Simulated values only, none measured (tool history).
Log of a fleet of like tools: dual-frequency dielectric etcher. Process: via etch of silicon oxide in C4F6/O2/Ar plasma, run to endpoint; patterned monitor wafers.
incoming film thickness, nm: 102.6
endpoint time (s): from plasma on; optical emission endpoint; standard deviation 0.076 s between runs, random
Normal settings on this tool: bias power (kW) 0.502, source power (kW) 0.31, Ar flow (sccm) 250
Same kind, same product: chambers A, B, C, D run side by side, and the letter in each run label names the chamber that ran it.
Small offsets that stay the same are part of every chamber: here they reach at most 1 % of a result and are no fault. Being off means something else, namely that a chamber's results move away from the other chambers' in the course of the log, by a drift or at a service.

run   hour  bias power (kW)  source power (kW)  Ar flow (sccm)  endpoint time (s)
 1A    5.3            0.502               0.31             250             24.192
 2D   11.3            0.502               0.31             250             24.444
 3C   15.4            0.502               0.31             250             24.154
 4B   20.2            0.502               0.31             250             24.263
 5C   23.3            0.502               0.31             250             24.222
 6D   25.9            0.502               0.31             250             24.373
 7A   31.4            0.502               0.31             250             24.235
 8B   35.9            0.502               0.31             250             24.208
      37.5  -- chamber B: source power generator calibrated
 9D   39.1            0.502               0.31             250             24.397
10B     42            0.502               0.31             250             24.677
11A     48            0.502               0.31             250             24.039
      49.1  -- chamber B: wet clean of the chamber
12C   52.4            0.502               0.31             250             24.223
      52.5  -- chamber C: wet clean of the chamber
13B   57.3            0.502               0.31             250             24.654
14C   62.5            0.502               0.31             250             24.241
15A   66.9            0.394               0.31             250             26.333
16D   70.8            0.394               0.31             250             26.783
17C   75.5            0.394               0.31             250             26.548
18A   78.3            0.394               0.31             250             26.467
      79.5  -- chamber D: wet clean of the chamber
19D   82.8            0.502               0.31             250             24.383
20B   87.2            0.502               0.31             250             24.533
21D     92            0.502               0.31             250             24.408
22A   95.6            0.502               0.31             250             24.093
23B  100.5            0.502               0.31             250              24.61
24C    104            0.502               0.31             250             24.296
25B    109            0.502               0.31             250             24.738
26C    113            0.502               0.31             250             24.159
27A  116.6            0.502               0.31             250             24.286
28D    122            0.502               0.31             250             24.457

For the next run the whole fleet of 4 chambers uses the same settings. Give each chamber's results:
29A  126.3            0.502               0.31             250                  ?
29B  126.3            0.502               0.31             250                  ?
29C  126.3            0.502               0.31             250                  ?
29D  126.3            0.502               0.31             250                  ?

run  endpoint time (s)
29A             24.151
29B              24.61
29C             24.192
29D             24.323
